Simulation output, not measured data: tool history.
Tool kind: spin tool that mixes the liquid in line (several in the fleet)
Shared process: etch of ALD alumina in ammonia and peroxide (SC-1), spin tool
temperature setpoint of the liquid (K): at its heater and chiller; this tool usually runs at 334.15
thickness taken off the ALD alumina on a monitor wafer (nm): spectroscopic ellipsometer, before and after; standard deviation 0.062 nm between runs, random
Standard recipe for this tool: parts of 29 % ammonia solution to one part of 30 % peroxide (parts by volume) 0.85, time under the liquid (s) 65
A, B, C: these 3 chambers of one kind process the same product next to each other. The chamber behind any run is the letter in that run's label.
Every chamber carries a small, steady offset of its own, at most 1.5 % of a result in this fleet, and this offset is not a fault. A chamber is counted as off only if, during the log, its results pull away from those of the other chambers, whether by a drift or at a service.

run,hour,temperature setpoint of the liquid (K),parts of 29 % ammonia solution to one part of 30 % peroxide (parts by volume),time under the liquid (s),hours since the thermometer was replaced,hours since the ammonia flow meter was replaced,hours since the heated supply line was repaired,hours since the drum of ammonia solution was connected,"read-back film thickness of the ALD alumina reference wafer, read on the same gauge (nm)",thickness taken off the ALD alumina on a monitor wafer (nm)
1A,5.4,334.15,0.85,65,1140.3,1807.9,327.7,416.4,109.99,7.8173
2B,12.3,334.15,0.85,65,2095.9,419.7,3054.2,366.3,109.96,7.7464
3C,19.7,334.15,0.85,65,20.7,1787.2,136.2,206.6,110.00,7.8383
4A,23.5,334.15,0.85,65,1158.4,1826.0,345.8,434.5,110.00,7.7492
5C,27.2,334.15,0.85,65,28.2,1794.7,143.7,214.1,110.01,7.8304
6B,32.7,334.15,0.85,65,2116.3,440.1,3074.6,386.7,109.97,7.7460
7A,40.0,334.15,1.15,65,1174.9,1842.5,362.3,451.0,110.07,8.0586
8C,45.0,334.15,1.15,65,46.0,1812.5,161.5,231.9,109.97,8.1931
9B,49.8,334.15,1.15,65,2133.4,457.2,3091.7,403.8,109.98,7.9985
10C,57.3,334.15,0.85,65,58.3,1824.8,173.8,244.2,110.01,8.0179
11B,63.4,334.15,0.85,65,2147.0,470.8,3105.3,417.4,110.01,7.7679
12A,70.3,334.15,0.85,65,1205.2,1872.8,392.6,481.3,110.04,7.8162
13A,74.9,334.15,0.85,65,1209.8,1877.4,397.2,485.9,110.00,7.7990
14C,82.2,334.15,0.85,65,83.2,1849.7,198.7,269.1,109.98,7.9068
15B,87.5,334.15,0.85,65,2171.1,494.9,3129.4,441.5,110.04,7.7822
16B,93.2,329.15,0.50,65,2176.8,500.6,3135.1,447.2,109.94,5.7612
17C,101.2,329.15,0.50,65,102.2,1868.7,217.7,288.1,109.94,5.7217
18A,106.0,329.15,0.50,65,1240.9,1908.5,428.3,517.0,109.98,5.7370
19B,111.2,334.15,0.85,65,2194.8,518.6,3153.1,465.2,109.99,7.7922
20C,118.0,334.15,0.85,65,119.0,1885.5,234.5,304.9,110.02,8.0067
21A,123.3,342.15,0.85,65,1258.2,1925.8,445.6,534.3,110.01,11.5340
22A,127.9,342.15,0.85,65,1262.8,1930.4,450.2,538.9,110.03,11.5670
23C,135.8,342.15,0.85,65,136.8,1903.3,252.3,322.7,109.96,11.7250
24B,141.6,334.15,0.85,65,2225.2,549.0,3183.5,495.6,109.93,7.8988
25A,148.8,334.15,0.85,65,1283.7,1951.3,471.1,559.8,109.95,7.5842
26B,155.9,334.15,0.85,40,2239.5,563.3,3197.8,509.9,110.01,4.7930
27C,162.7,334.15,0.85,40,163.7,1930.2,279.2,349.6,110.00,4.9244
28B,169.3,334.15,0.85,40,2252.9,576.7,3211.2,523.3,109.93,4.8130
29C,175.6,334.15,0.85,65,176.6,1943.1,292.1,362.5,110.00,7.8296
30A,183.5,334.15,0.85,65,1318.4,1986.0,505.8,594.5,109.99,7.5509
31A,191.4,334.15,0.85,65,1326.3,1993.9,513.7,602.4,110.00,7.4950
32B,196.1,334.15,0.85,65,2279.7,603.5,3238.0,550.1,109.97,7.8382
33C,201.0,334.15,0.85,65,202.0,1968.5,317.5,387.9,109.99,7.8423
34C,206.7,334.15,0.85,65,207.7,1974.2,323.2,393.6,110.00,7.8700
35B,214.3,334.15,0.85,65,2297.9,621.7,3256.2,568.3,109.99,7.7342
36A,220.6,334.15,0.85,65,1355.5,2023.1,542.9,631.6,110.00,7.5003
37B,225.8,334.15,0.85,65,2309.4,633.2,3267.7,579.8,109.99,7.9536
38A,233.4,334.15,0.85,65,1368.3,2035.9,555.7,644.4,110.03,7.4818
39C,239.7,334.15,0.85,65,240.7,2007.2,356.2,426.6,110.04,7.9055
40C,247.8,334.15,0.85,65,248.8,2015.3,364.3,434.7,110.00,7.8176
41A,256.0,334.15,0.85,65,1390.9,2058.5,578.3,667.0,110.00,7.3341
42B,262.6,334.15,0.85,65,2346.2,670.0,3304.5,616.6,110.04,7.8131
# hour 263.5: chamber A: thermometer replaced
43C,268.5,334.15,0.85,65,269.5,2036.0,385.0,455.4,109.97,7.9019
44A,275.4,334.15,0.85,65,12.0,2077.9,597.7,686.4,110.01,7.2859

Is one chamber out of step, is the gauge drifting, or do the chambers differ by no more than their own small offsets? For an off chamber, give its letter and the likeliest cause.

Little by little, chamber A moves away from the other chambers.
What lies behind it: temperature lost on the way to the wafer (K) = 1.61.

Chamber A could run next with any of the 4 candidate recipes listed below; each alters the usual settings, and their results appear as question marks. Which one brings its results back in line with what the other chambers deliver on the usual settings?
Allowed miss from the other chambers' usual-settings mean, per result, to count as in line: thickness taken off the ALD alumina on a monitor wafer (nm) 0.2200
45A-1,281.4,332.65,0.85,65,,,,,,?
45A-2,281.4,334.15,0.85,70,,,,,,?
45A-3,281.4,334.15,0.85,55,,,,,,?
45A-4,281.4,337.65,0.85,65,,,,,,?

What the other chambers average on the usual settings: thickness taken off the ALD alumina on a monitor wafer (nm) 7.8542
run,thickness taken off the ALD alumina on a monitor wafer (nm)
45A-1,6.6622
45A-2,7.7582
45A-3,6.0958
45A-4,8.6136
With 45A-2, the chamber falls back in line with the rest.
